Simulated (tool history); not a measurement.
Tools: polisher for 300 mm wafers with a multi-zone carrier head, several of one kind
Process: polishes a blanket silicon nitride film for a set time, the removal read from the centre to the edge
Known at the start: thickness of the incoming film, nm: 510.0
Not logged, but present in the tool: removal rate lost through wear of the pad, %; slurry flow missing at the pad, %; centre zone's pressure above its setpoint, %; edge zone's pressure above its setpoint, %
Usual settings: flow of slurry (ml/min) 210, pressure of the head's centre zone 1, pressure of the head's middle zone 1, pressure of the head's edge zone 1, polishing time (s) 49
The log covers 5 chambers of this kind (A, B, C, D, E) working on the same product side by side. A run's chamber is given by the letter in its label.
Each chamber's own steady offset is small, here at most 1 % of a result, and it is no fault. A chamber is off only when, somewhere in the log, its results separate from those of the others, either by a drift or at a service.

| run | hour | flow of slurry (ml/min) | pressure of the head's centre zone | pressure of the head's middle zone | pressure of the head's edge zone | polishing time (s) | wafers polished on this pad | hours since the slurry nozzle was cleaned | hours since the centre zone pressure was calibrated | hours since the edge zone pressure was calibrated | film removed at the wafer's centre (nm) | film removed at mid-radius (nm) | film removed at the wafer's edge (nm) |
|---|---|---|---|---|---|---|---|---|---|---|---|---|---|
|  | 0.4 | chamber E: edge zone pressure recalibrated |
|  | 0.8 | chamber D: worn pad replaced by a new one |
| 1A | 5.5 | 210 | 1 | 1 | 1 | 49 | 524 | 354.8 | 725.9 | 333.2 | 120.06 | 119.68 | 120.5 |
| 2B | 9.6 | 210 | 1 | 1 | 1 | 49 | 604 | 511.6 | 267.9 | 228.3 | 120.74 | 118.27 | 120.55 |
|  | 10.1 | chamber C: edge zone pressure recalibrated |
|  | 14.1 | chamber A: slurry nozzle cleaned |
| 3E | 16.1 | 210 | 1 | 1 | 1 | 49 | 1162 | 108.4 | 341 | 15.8 | 119.97 | 120.58 | 121.07 |
|  | 20.7 | chamber C: worn pad replaced by a new one |
| 4D | 22.1 | 210 | 1 | 1 | 1 | 49 | 220 | 209.4 | 276.8 | 620 | 119.4 | 120.69 | 121.13 |
| 5C | 27.2 | 210 | 1 | 1 | 1 | 49 | 67 | 327.9 | 1147.5 | 17.2 | 121.37 | 118.65 | 122.25 |
|  | 31.3 | chamber E: worn pad replaced by a new one |
| 6C | 31.5 | 210 | 1 | 1 | 1 | 49 | 111 | 332.2 | 1151.8 | 21.5 | 119.87 | 120.01 | 119.39 |
|  | 34.1 | chamber B: worn pad replaced by a new one |
| 7A | 36 | 210 | 1 | 1 | 1 | 49 | 838 | 22 | 756.4 | 363.7 | 117.31 | 117.14 | 119.49 |
| 8E | 42.6 | 210 | 1 | 1 | 1 | 49 | 116 | 134.9 | 367.5 | 42.3 | 121.86 | 117.55 | 120.66 |
| 9D | 46.9 | 210 | 1 | 1 | 1 | 49 | 475 | 234.2 | 301.6 | 644.8 | 119.46 | 122.26 | 119.27 |
| 10B | 50.2 | 210 | 1 | 1 | 1 | 49 | 166 | 552.2 | 308.5 | 268.9 | 119.96 | 117.65 | 121.19 |
| 11A | 55.4 | 210 | 1 | 1 | 1 | 49 | 1038 | 41.4 | 775.8 | 383.1 | 118.26 | 119.04 | 120.85 |
| 12B | 60.8 | 210 | 1 | 1 | 1 | 34 | 275 | 562.8 | 319.1 | 279.5 | 82.67 | 82.316 | 82.038 |
| 13D | 65.2 | 210 | 1 | 1 | 1 | 34 | 664 | 252.5 | 319.9 | 663.1 | 83.044 | 82.415 | 84.989 |
|  | 65.6 | chamber D: slurry nozzle cleaned |
| 14E | 69.5 | 210 | 1 | 1 | 1 | 34 | 394 | 161.8 | 394.4 | 69.2 | 84.361 | 83.056 | 82.605 |
|  | 70.7 | chamber C: worn pad replaced by a new one |
| 15C | 73.5 | 210 | 1 | 1 | 1 | 34 | 28 | 374.2 | 1193.8 | 63.5 | 82.997 | 82.07 | 83.951 |
|  | 76.8 | chamber D: centre zone pressure recalibrated |
| 16C | 77 | 210 | 1 | 1 | 1 | 34 | 65 | 377.7 | 1197.3 | 67 | 82.507 | 80.898 | 83.347 |
| 17E | 80.7 | 210 | 1 | 1 | 1 | 49 | 509 | 173 | 405.6 | 80.4 | 122.13 | 121.09 | 119.29 |
| 18B | 85.5 | 155 | 1 | 1 | 1 | 36 | 530 | 587.5 | 343.8 | 304.2 | 81.079 | 84.073 | 84.56 |
| 19A | 90.5 | 155 | 1 | 1 | 1 | 36 | 1400 | 76.5 | 810.9 | 418.2 | 82.218 | 82.551 | 86.128 |
| 20D | 96.8 | 155 | 1 | 1 | 1 | 36 | 990 | 31.3 | 20.1 | 694.7 | 90.909 | 83.382 | 86.283 |
|  | 98.4 | chamber C: centre zone pressure recalibrated |
|  | 98.5 | chamber A: worn pad replaced by a new one |
| 21A | 102.5 | 155 | 1 | 1 | 1 | 36 | 42 | 88.5 | 822.9 | 430.2 | 84.358 | 83.648 | 85.822 |
|  | 105.1 | chamber D: worn pad replaced by a new one |
|  | 106.1 | chamber B: centre zone pressure recalibrated |
| 22B | 106.6 | 155 | 1 | 1 | 1 | 36 | 747 | 608.6 | 0.6 | 325.3 | 82.143 | 83.383 | 83.733 |
| 23D | 111.5 | 210 | 1 | 1 | 1 | 49 | 66 | 46 | 34.8 | 709.4 | 130.09 | 122.1 | 121.21 |
|  | 117.2 | chamber B: worn pad replaced by a new one |
| 24C | 117.9 | 280 | 1 | 1 | 1 | 38 | 486 | 418.6 | 19.6 | 107.9 | 96.686 | 96.552 | 95.093 |
|  | 124.2 | chamber C: worn pad replaced by a new one |
| 25E | 124.8 | 280 | 1 | 1 | 1 | 38 | 964 | 217.1 | 449.7 | 124.5 | 97.732 | 98.404 | 96.503 |
| 26D | 130.7 | 280 | 1 | 1 | 1 | 38 | 264 | 65.2 | 54 | 728.6 | 105.56 | 97.249 | 97.122 |
|  | 131 | chamber A: edge zone pressure recalibrated |
| 27C | 135.1 | 280 | 1 | 1 | 1 | 38 | 113 | 435.8 | 36.8 | 125.1 | 95.074 | 94.728 | 95.033 |
| 28E | 139.3 | 280 | 1 | 1 | 1 | 38 | 1113 | 231.6 | 464.2 | 139 | 95.955 | 97.653 | 95.33 |
| 29A | 146.4 | 210 | 0.91 | 1.05 | 1 | 49 | 494 | 132.4 | 866.8 | 15.4 | 107.1 | 126.24 | 121.21 |
| 30B | 153 | 210 | 0.91 | 1.05 | 1 | 49 | 369 | 655 | 47 | 371.7 | 108.57 | 125.29 | 119.88 |
| 31D | 159.7 | 210 | 0.91 | 1.05 | 1 | 49 | 563 | 94.2 | 83 | 757.6 | 119.04 | 125.92 | 121.1 |
| 32C | 163.9 | 210 | 0.91 | 1.05 | 1 | 49 | 410 | 464.6 | 65.6 | 153.9 | 109.14 | 124.14 | 118.35 |
| 33E | 170.2 | 210 | 0.91 | 1.05 | 1 | 49 | 1432 | 262.5 | 495.1 | 169.9 | 107.18 | 125.44 | 118.13 |
|  | 174.9 | chamber E: worn pad replaced by a new one |
| 34A | 177.5 | 210 | 1 | 1 | 1 | 49 | 815 | 163.5 | 897.9 | 46.5 | 119.46 | 120.28 | 122.4 |
| 35B | 181.8 | 260 | 1 | 1 | 0.9 | 49 | 666 | 683.8 | 75.8 | 400.5 | 120.87 | 121.16 | 116.01 |
|  | 183.6 | chamber C: worn pad replaced by a new one |
| 36B | 188.3 | 260 | 1 | 1 | 0.9 | 49 | 733 | 690.3 | 82.3 | 407 | 120.93 | 124.95 | 116.32 |
| 37A | 195.6 | 260 | 1 | 1 | 0.9 | 49 | 1001 | 181.6 | 916 | 64.6 | 121.36 | 122.67 | 115.38 |
| 38E | 199.4 | 260 | 1 | 1 | 0.9 | 49 | 252 | 291.7 | 524.3 | 199.1 | 124.9 | 123.62 | 117.03 |
| 39D | 203.7 | 260 | 1 | 1 | 0.9 | 49 | 1016 | 138.2 | 127 | 801.6 | 133.29 | 125.85 | 115.99 |
| 40C | 211 | 210 | 1 | 1 | 1 | 41 | 282 | 511.7 | 112.7 | 201 | 99.945 | 100.29 | 100.37 |
| 41E | 218.2 | 210 | 1 | 1 | 1 | 41 | 446 | 310.5 | 543.1 | 217.9 | 101.54 | 98.993 | 101.21 |

The same settings go to every chamber for the next run, one line per chamber below. Forecast the results for each:
| 42A | 223.6 | 150 | 1 | 1 | 1 | 49 |  |  |  |  | ? | ? | ? |
| 42B | 223.6 | 150 | 1 | 1 | 1 | 49 |  |  |  |  | ? | ? | ? |
| 42C | 223.6 | 150 | 1 | 1 | 1 | 49 |  |  |  |  | ? | ? | ? |
| 42D | 223.6 | 150 | 1 | 1 | 1 | 49 |  |  |  |  | ? | ? | ? |
| 42E | 223.6 | 150 | 1 | 1 | 1 | 49 |  |  |  |  | ? | ? | ? |

| run | film removed at the wafer's centre (nm) | film removed at mid-radius (nm) | film removed at the wafer's edge (nm) |
|---|---|---|---|
| 42A | 112.64 | 110.6 | 117.37 |
| 42B | 111.51 | 111.04 | 114.39 |
| 42C | 112.67 | 115.81 | 115.89 |
| 42D | 125.96 | 114.55 | 116.87 |
| 42E | 112.37 | 113.5 | 115.12 |
